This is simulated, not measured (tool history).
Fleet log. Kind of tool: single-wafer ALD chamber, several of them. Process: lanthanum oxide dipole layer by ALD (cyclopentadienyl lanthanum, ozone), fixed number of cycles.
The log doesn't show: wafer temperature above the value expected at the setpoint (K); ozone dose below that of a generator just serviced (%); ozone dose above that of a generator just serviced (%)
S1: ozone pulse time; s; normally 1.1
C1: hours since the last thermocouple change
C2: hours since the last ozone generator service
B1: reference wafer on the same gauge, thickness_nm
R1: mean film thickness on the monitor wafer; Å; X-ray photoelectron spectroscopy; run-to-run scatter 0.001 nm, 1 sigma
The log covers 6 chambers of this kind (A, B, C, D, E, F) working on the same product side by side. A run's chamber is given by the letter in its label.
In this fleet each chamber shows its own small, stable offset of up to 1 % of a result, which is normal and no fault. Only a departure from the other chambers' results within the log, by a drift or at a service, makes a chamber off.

Run 1B, day 0.383: usual settings; C1 1123.1; C2 1708.2; B1 0.48792. Result: R1 5.1871 Å.
Run 2F, day 0.95: usual settings; C1 503.8; C2 150.8; B1 0.48805. Result: R1 5.0959 Å.
Run 3C, day 1.479: usual settings; C1 244.5; C2 986.7; B1 0.48807. Result: R1 5.189 Å.
Run 4E, day 1.933: usual settings; C1 1201.1; C2 840.4; B1 0.48799. Result: R1 5.1882 Å.
Run 5A, day 2.417: usual settings; C1 887.2; C2 350.7; B1 0.4881. Result: R1 5.1254 Å.
At day 2.496: chamber D: thermocouple changed; heater temperature recalibrated.
At day 2.9: chamber B: ozone generator serviced.
Run 6D, day 3.021: usual settings; C1 12.7; C2 213.6; B1 0.48786. Result: R1 5.1335 Å.
Run 7E, day 3.617: usual settings; C1 1241.5; C2 880.8; B1 0.48804. Result: R1 5.1744 Å.
Run 8A, day 4.029: usual settings; C1 925.9; C2 389.4; B1 0.48798. Result: R1 5.1198 Å.
Run 9D, day 4.379: usual settings; C1 45.3; C2 246.2; B1 0.48787. Result: R1 5.1334 Å.
Run 10F, day 4.754: usual settings; C1 595.1; C2 242.1; B1 0.48793. Result: R1 5.1141 Å.
Run 11C, day 5.312: usual settings; C1 336.5; C2 1078.7; B1 0.48804. Result: R1 5.1953 Å.
Run 12B, day 5.892: usual settings; C1 1255.3; C2 71.9; B1 0.48784. Result: R1 5.1612 Å.
Run 13A, day 6.167: usual settings; C1 977.2; C2 440.7; B1 0.48776. Result: R1 5.1214 Å.
Run 14D, day 6.517: usual settings; C1 96.6; C2 297.5; B1 0.48786. Result: R1 5.1412 Å.
Run 15F, day 6.95: usual settings; C1 647.8; C2 294.8; B1 0.48787. Result: R1 5.1002 Å.
Run 16B, day 7.396: usual settings but S1 0.85 s; C1 1291.4; C2 108; B1 0.48796. Result: R1 4.7584 Å.
Run 17E, day 7.788: usual settings but S1 0.85 s; C1 1341.6; C2 980.9; B1 0.4877. Result: R1 4.7776 Å.
Run 18C, day 8.275: usual settings but S1 0.85 s; C1 407.6; C2 1149.8; B1 0.48776. Result: R1 4.7768 Å.
Run 19A, day 8.717: usual settings but S1 0.85 s; C1 1038.4; C2 501.9; B1 0.48793. Result: R1 4.7143 Å.
Run 20D, day 9.083: usual settings but S1 0.85 s; C1 158.2; C2 359.1; B1 0.48813. Result: R1 4.7388 Å.
At day 9.642: chamber A: thermocouple changed; heater temperature recalibrated.
Run 21C, day 9.658: usual settings but S1 0.85 s; C1 440.8; C2 1183; B1 0.48803. Result: R1 4.76 Å.
Run 22E, day 9.929: usual settings; C1 1393; C2 1032.3; B1 0.48788. Result: R1 5.1849 Å.
Run 23B, day 10.458: usual settings but S1 1.43 s; C1 1364.9; C2 181.5; B1 0.48802. Result: R1 5.4911 Å.
Run 24F, day 10.85: usual settings but S1 1.43 s; C1 741.4; C2 388.4; B1 0.48774. Result: R1 5.408 Å.
Run 25F, day 11.438: usual settings but S1 1.43 s; C1 755.5; C2 402.5; B1 0.4881. Result: R1 5.4182 Å.
Run 26D, day 11.904: usual settings but S1 1.43 s; C1 225.9; C2 426.8; B1 0.48817. Result: R1 5.4174 Å.
Run 27E, day 12.508: usual settings but S1 1.43 s; C1 1454.9; C2 1094.2; B1 0.48819. Result: R1 5.5257 Å.
Run 28C, day 13.096: usual settings but S1 1.43 s; C1 523.3; C2 1265.5; B1 0.48804. Result: R1 5.4861 Å.
Run 29A, day 13.429: usual settings; C1 90.9; C2 615; B1 0.48822. Result: R1 5.1362 Å.
Run 30B, day 13.738: usual settings; C1 1443.6; C2 260.2; B1 0.48798. Result: R1 5.1696 Å.
Run 31E, day 14.112: usual settings; C1 1493.4; C2 1132.7; B1 0.4883. Result: R1 5.18 Å.
Run 32D, day 14.712: usual settings; C1 293.3; C2 494.2; B1 0.48796. Result: R1 5.1554 Å.
Run 33C, day 15.238: usual settings; C1 574.7; C2 1316.9; B1 0.48792. Result: R1 5.1861 Å.
At day 15.312: chamber F: thermocouple changed; heater temperature recalibrated.
Run 34F, day 15.733: usual settings; C1 10.2; C2 505.6; B1 0.48797. Result: R1 5.0896 Å.
Run 35A, day 16.088: usual settings; C1 154.7; C2 678.8; B1 0.48788. Result: R1 5.1409 Å.
Run 36B, day 16.517: usual settings; C1 1510.3; C2 326.9; B1 0.48814. Result: R1 5.1708 Å.

Does one chamber stand apart from the rest, does the shared gauge drift, or is all well apart from small per-chamber offsets? Give the chamber and the most likely cause, where there is one.

Beyond each chamber's small constant offset nothing stands out, and the gauge stays steady.

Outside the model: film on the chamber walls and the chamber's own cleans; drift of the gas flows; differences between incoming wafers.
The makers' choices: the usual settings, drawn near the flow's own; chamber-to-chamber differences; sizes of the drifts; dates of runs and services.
